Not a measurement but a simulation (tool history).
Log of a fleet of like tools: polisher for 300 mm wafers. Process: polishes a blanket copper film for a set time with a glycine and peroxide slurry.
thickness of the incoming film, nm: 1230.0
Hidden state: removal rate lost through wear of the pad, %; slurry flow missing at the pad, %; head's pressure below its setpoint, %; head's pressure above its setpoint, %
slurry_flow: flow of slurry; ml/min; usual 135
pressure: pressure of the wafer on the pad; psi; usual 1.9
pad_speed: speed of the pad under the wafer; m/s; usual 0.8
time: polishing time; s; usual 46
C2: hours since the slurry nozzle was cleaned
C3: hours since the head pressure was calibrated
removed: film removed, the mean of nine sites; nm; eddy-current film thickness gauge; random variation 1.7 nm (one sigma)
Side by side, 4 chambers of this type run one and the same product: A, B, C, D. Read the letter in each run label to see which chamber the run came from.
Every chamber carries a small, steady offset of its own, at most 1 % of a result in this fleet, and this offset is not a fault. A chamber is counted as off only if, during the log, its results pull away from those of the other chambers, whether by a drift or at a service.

At hour 6.2: chamber A: worn pad replaced by a new one.
At hour 6.4: chamber B: worn pad replaced by a new one.
Run 1C, hour 15.6: usual settings; wafers polished on this pad 195; C2 542.8; C3 337.8. Result: removed 133.07 nm.
Run 2A, hour 25.9: usual settings; wafers polished on this pad 222; C2 168.4; C3 754.8. Result: removed 129.95 nm.
Run 3D, hour 41.4: usual settings; wafers polished on this pad 561; C2 606.4; C3 638.2. Result: removed 131.5 nm.
At hour 52.2: chamber C: slurry nozzle cleaned.
Run 4B, hour 54.4: usual settings; wafers polished on this pad 541; C2 404.8; C3 500.7. Result: removed 131.85 nm.
At hour 54.7: chamber D: worn pad replaced by a new one.
At hour 61.1: chamber C: worn pad replaced by a new one.
At hour 64.1: chamber A: worn pad replaced by a new one.
At hour 66.2: chamber B: worn pad replaced by a new one.
Run 5D, hour 69.2: usual settings; wafers polished on this pad 164; C2 634.2; C3 666. Result: removed 130.5 nm.
Run 6A, hour 81.4: usual settings; wafers polished on this pad 195; C2 223.9; C3 810.3. Result: removed 128.37 nm.
At hour 82.2: chamber D: slurry nozzle cleaned.
Run 7C, hour 93.1: usual settings but pad_speed 0.98 m/s; wafers polished on this pad 361; C2 40.9; C3 415.3. Result: removed 152.11 nm.
Run 8B, hour 100.7: usual settings but pad_speed 0.98 m/s; wafers polished on this pad 389; C2 451.1; C3 547. Result: removed 154.73 nm.
Run 9A, hour 109.9: usual settings but pad_speed 0.98 m/s; wafers polished on this pad 517; C2 252.4; C3 838.8. Result: removed 147.83 nm.
At hour 112.5: chamber C: worn pad replaced by a new one.
At hour 116: chamber D: worn pad replaced by a new one.
Run 10D, hour 125.7: usual settings but pad_speed 0.98 m/s; wafers polished on this pad 109; C2 43.5; C3 722.5. Result: removed 149.08 nm.
At hour 127.8: chamber A: worn pad replaced by a new one.
At hour 131.1: chamber B: worn pad replaced by a new one.
At hour 133.4: chamber B: slurry nozzle cleaned.
Run 11C, hour 137.7: usual settings; wafers polished on this pad 285; C2 85.5; C3 459.9. Result: removed 132.35 nm.
Run 12B, hour 145: usual settings; wafers polished on this pad 157; C2 11.6; C3 591.3. Result: removed 133.92 nm.
Run 13D, hour 159.6: usual settings; wafers polished on this pad 491; C2 77.4; C3 756.4. Result: removed 130.4 nm.
At hour 167.2: chamber C: worn pad replaced by a new one.
Run 14B, hour 167.7: usual settings; wafers polished on this pad 413; C2 34.3; C3 614. Result: removed 129.24 nm.
Run 15A, hour 178.6: usual settings but slurry_flow 95 ml/min, time 37 s; wafers polished on this pad 573; C2 321.1; C3 907.5. Result: removed 89.019 nm.
At hour 179.3: chamber A: worn pad replaced by a new one.
At hour 182.6: chamber D: worn pad replaced by a new one.
Run 16C, hour 186.3: usual settings but slurry_flow 95 ml/min, time 37 s; wafers polished on this pad 215; C2 134.1; C3 508.5. Result: removed 98.378 nm.
Run 17B, hour 201.6: usual settings but slurry_flow 95 ml/min, time 37 s; wafers polished on this pad 795; C2 68.2; C3 647.9. Result: removed 96.151 nm.
At hour 202.4: chamber B: worn pad replaced by a new one.
At hour 207.7: chamber B: head pressure recalibrated.
Run 18A, hour 216.5: usual settings but slurry_flow 95 ml/min, time 37 s; wafers polished on this pad 420; C2 359; C3 945.4. Result: removed 88.537 nm.
At hour 227.8: chamber C: worn pad replaced by a new one.
Run 19C, hour 228: usual settings but pressure 2.2 psi, time 55 s; wafers polished on this pad 2; C2 175.8; C3 550.2. Result: removed 179.11 nm.
At hour 234.3: chamber A: worn pad replaced by a new one.
Run 20D, hour 236: usual settings but pressure 2.2 psi, time 55 s; wafers polished on this pad 603; C2 153.8; C3 832.8. Result: removed 171.17 nm.
At hour 247.9: chamber D: worn pad replaced by a new one.
Run 21C, hour 249.8: usual settings but pressure 2.2 psi, time 55 s; wafers polished on this pad 248; C2 197.6; C3 572. Result: removed 172.97 nm.
Run 22B, hour 260.4: usual settings but pressure 2.2 psi, time 55 s; wafers polished on this pad 654; C2 127; C3 52.7. Result: removed 174.06 nm.
Run 23A, hour 271.1: usual settings; wafers polished on this pad 415; C2 413.6; C3 1000. Result: removed 120.84 nm.
At hour 272.8: chamber B: worn pad replaced by a new one.
Run 24D, hour 278.2: usual settings; wafers polished on this pad 342; C2 196; C3 875. Result: removed 129.15 nm.
Run 25B, hour 286: usual settings; wafers polished on this pad 149; C2 152.6; C3 78.3. Result: removed 133.08 nm.
At hour 293.7: chamber C: worn pad replaced by a new one.
Run 26C, hour 294.7: usual settings; wafers polished on this pad 11; C2 242.5; C3 616.9. Result: removed 130.34 nm.

For the next run the whole fleet of 4 chambers uses the same settings. Give each chamber's results:
Run 27A, hour 306: usual settings but slurry_flow 175 ml/min. Result: removed ?.
Run 27B, hour 306: usual settings but slurry_flow 175 ml/min. Result: removed ?.
Run 27C, hour 306: usual settings but slurry_flow 175 ml/min. Result: removed ?.
Run 27D, hour 306: usual settings but slurry_flow 175 ml/min. Result: removed ?.

run  removed
27A    124.9
27B   138.11
27C   136.44
27D   135.66
